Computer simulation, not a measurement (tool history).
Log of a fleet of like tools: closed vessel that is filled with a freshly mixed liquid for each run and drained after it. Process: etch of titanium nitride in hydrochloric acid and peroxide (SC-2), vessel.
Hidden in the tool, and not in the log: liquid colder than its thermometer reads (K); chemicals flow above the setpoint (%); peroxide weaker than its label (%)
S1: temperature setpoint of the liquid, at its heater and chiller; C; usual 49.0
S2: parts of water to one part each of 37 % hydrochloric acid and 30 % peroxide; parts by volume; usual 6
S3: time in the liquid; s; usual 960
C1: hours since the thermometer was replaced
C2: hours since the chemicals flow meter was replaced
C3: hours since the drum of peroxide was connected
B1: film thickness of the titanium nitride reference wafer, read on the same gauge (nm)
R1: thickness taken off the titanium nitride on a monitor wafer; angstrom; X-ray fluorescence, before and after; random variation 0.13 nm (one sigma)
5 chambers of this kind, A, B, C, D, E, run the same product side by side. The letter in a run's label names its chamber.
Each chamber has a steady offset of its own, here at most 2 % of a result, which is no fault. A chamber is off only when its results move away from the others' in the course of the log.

run,hour,S1,S2,S3,C1,C2,C3,B1,R1
1E,13.0,49.0,6,960,337.5,1428.6,280.5,90.025,330.70
2A,24.3,49.0,6,960,1738.0,321.2,600.4,90.030,334.09
3D,32.5,49.0,6,960,1049.9,1693.8,1207.3,90.037,330.11
# hour 43.7: chamber B: thermometer replaced
4B,44.2,49.0,6,960,0.5,442.1,415.6,90.010,334.55
5C,53.1,49.0,6,960,154.1,153.0,894.4,90.020,332.19
6D,64.2,49.0,6,960,1081.6,1725.5,1239.0,89.998,333.20
7E,77.9,49.0,6,960,402.4,1493.5,345.4,89.966,327.70
8B,92.0,49.0,6,960,48.3,489.9,463.4,89.980,336.52
9C,105.9,49.0,6,960,206.9,205.8,947.2,89.992,330.84
# hour 110.8: chamber D: new drum of peroxide connected
10A,117.3,49.0,6,960,1831.0,414.2,693.4,90.014,336.37
11E,127.6,49.0,6,960,452.1,1543.2,395.1,90.008,329.17
12A,139.7,49.0,6,960,1853.4,436.6,715.8,90.012,336.67
# hour 149.3: chamber B: chemicals flow meter replaced
13D,154.3,49.0,6,960,1171.7,1815.6,43.6,89.997,329.90
14B,164.8,49.0,6,960,121.1,15.5,536.2,90.000,337.58
15C,179.5,49.0,6,960,280.5,279.4,1020.8,89.983,330.89
16D,189.5,49.0,6,960,1206.9,1850.8,78.8,90.021,328.94
17A,197.6,49.0,6,960,1911.3,494.5,773.7,89.997,335.59
# hour 201.7: chamber A: chemicals flow meter replaced
18E,206.4,49.0,6,960,530.9,1622.0,473.9,90.006,328.96
19B,217.2,49.0,6,670,173.5,67.9,588.6,89.997,233.67
# hour 220.7: chamber E: chemicals flow meter replaced
20C,228.7,49.0,6,670,329.7,328.6,1070.0,90.015,230.65
# hour 229.9: chamber D: chemicals flow meter replaced
21C,236.3,49.0,6,670,337.3,336.2,1077.6,90.032,231.32
22A,243.2,49.0,6,670,1956.9,41.6,819.3,90.021,233.27
23B,256.4,49.0,6,670,212.7,107.1,627.8,89.977,234.09
# hour 262.4: chamber C: new drum of peroxide connected
24E,267.2,49.0,6,960,591.7,46.6,534.7,89.982,328.87
25D,279.8,49.0,6,960,1297.2,49.9,169.1,89.958,329.67
26E,286.2,49.0,6,960,610.7,65.6,553.7,89.950,324.68
27D,294.1,49.0,6,960,1311.5,64.2,183.4,90.015,329.33
28C,301.9,49.0,6,960,402.9,401.8,39.5,90.015,332.05
29A,310.5,49.0,6,960,2024.2,108.9,886.6,89.994,335.31
30B,316.9,49.0,6,960,273.2,167.6,688.3,89.979,336.74
31D,324.8,49.0,6,960,1342.2,94.9,214.1,90.013,330.87
32E,333.5,49.0,6,960,658.0,112.9,601.0,89.999,325.37
# hour 336.2: chamber E: new drum of peroxide connected
33A,340.4,49.0,6,960,2054.1,138.8,916.5,89.989,333.74
34B,347.3,49.0,6,960,303.6,198.0,718.7,89.981,338.33
35C,359.7,49.0,6,960,460.7,459.6,97.3,89.988,330.71
36A,374.0,49.0,6,960,2087.7,172.4,950.1,89.982,333.38
# hour 382.6: chamber D: thermometer replaced
37B,388.5,40.5,6,960,344.8,239.2,759.9,90.017,185.02
38D,402.1,40.5,6,960,19.6,172.2,291.4,90.021,182.40
39E,409.7,40.5,6,960,734.2,189.1,73.5,90.020,180.11
40C,423.8,40.5,6,960,524.8,523.7,161.4,89.967,185.29

All 5 chambers run these settings next. Forecast each chamber's results:
41A,434.3,49.0,6,960,,,,,?
41B,434.3,49.0,6,960,,,,,?
41C,434.3,49.0,6,960,,,,,?
41D,434.3,49.0,6,960,,,,,?
41E,434.3,49.0,6,960,,,,,?

run,R1
41A,332.58
41B,334.77
41C,331.60
41D,331.16
41E,322.51
